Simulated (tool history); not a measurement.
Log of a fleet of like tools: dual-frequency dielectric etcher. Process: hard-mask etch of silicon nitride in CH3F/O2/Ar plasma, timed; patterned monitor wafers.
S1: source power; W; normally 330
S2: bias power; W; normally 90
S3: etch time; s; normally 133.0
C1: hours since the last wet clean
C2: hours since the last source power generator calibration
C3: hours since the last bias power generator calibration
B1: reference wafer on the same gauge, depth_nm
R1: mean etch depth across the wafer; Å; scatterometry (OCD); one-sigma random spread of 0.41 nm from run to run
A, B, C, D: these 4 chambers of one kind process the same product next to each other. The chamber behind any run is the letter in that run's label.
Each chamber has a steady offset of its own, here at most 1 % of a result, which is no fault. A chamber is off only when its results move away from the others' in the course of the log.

run,hour,S1,S2,S3,C1,C2,C3,B1,R1
1C,4.6,330,90,133.0,96.6,1594.2,957.4,83.034,944.24
2B,8.6,330,90,133.0,92.9,2212.8,3144.9,82.991,925.88
3A,11.0,330,90,133.0,157.3,909.6,1837.7,82.989,940.11
4D,15.3,330,90,133.0,100.1,234.4,589.4,83.033,936.94
5A,18.0,370,90,169.5,164.3,916.6,1844.7,82.984,1253.70
6D,20.9,370,90,169.5,105.7,240.0,595.0,82.935,1259.10
7B,25.2,370,90,169.5,109.5,2229.4,3161.5,82.912,1223.80
8C,29.1,370,90,169.5,121.1,1618.7,981.9,83.017,1246.10
9B,32.1,330,90,133.0,116.4,2236.3,3168.4,83.040,923.97
10C,34.8,330,90,133.0,126.8,1624.4,987.6,82.937,938.56
11A,39.0,330,90,133.0,185.3,937.6,1865.7,82.948,940.19
12D,42.3,330,90,133.0,127.1,261.4,616.4,82.875,942.01
13A,45.8,330,90,133.0,192.1,944.4,1872.5,82.930,950.10
14C,48.3,330,90,133.0,140.3,1637.9,1001.1,82.981,943.22
15D,53.3,330,90,133.0,138.1,272.4,627.4,83.083,935.07
16B,57.1,330,90,133.0,141.4,2261.3,3193.4,83.002,917.22
17C,60.7,330,75,133.0,152.7,1650.3,1013.5,82.847,872.00
18B,64.4,330,75,133.0,148.7,2268.6,3200.7,82.988,854.78
19D,66.8,330,75,133.0,151.6,285.9,640.9,83.027,878.44
20A,70.9,330,75,133.0,217.2,969.5,1897.6,83.015,882.98
21D,75.2,330,90,133.0,160.0,294.3,649.3,82.970,944.96
22C,77.5,330,90,133.0,169.5,1667.1,1030.3,83.050,940.33
23B,79.8,330,90,133.0,164.1,2284.0,3216.1,82.965,902.94
24A,84.9,330,90,133.0,231.2,983.5,1911.6,83.051,946.44
25D,89.9,330,90,133.0,174.7,309.0,664.0,82.961,930.84

What goes on in this fleet: one chamber off, a drifting gauge, or nothing beyond the chambers' own small offsets? Name the chamber and the cause, if any.

One chamber, B, drifts off from the rest bit by bit.
What lies behind it: etch rate under this chamber's usual, % = 3.52.

Below are 4 candidate recipes for chamber B's next run, each the usual settings with a change, their results shown as question marks. Which of them brings B's results back in line with what the other chambers give on the usual settings?
In line here means within this much of the mean the other chambers give on the usual settings: R1 14.00 Å
26B-1,93.5,330,90,130.0,,,,,?
26B-2,93.5,330,90,136.0,,,,,?
26B-3,93.5,330,91,138.5,,,,,?
26B-4,93.5,330,90,127.0,,,,,?

The other chambers' mean on the usual settings: R1 939.39 Å
run,R1
26B-1,873.20
26B-2,913.50
26B-3,934.02
26B-4,853.05
26B-3 is the one that brings the chamber's results back in line with the other chambers.
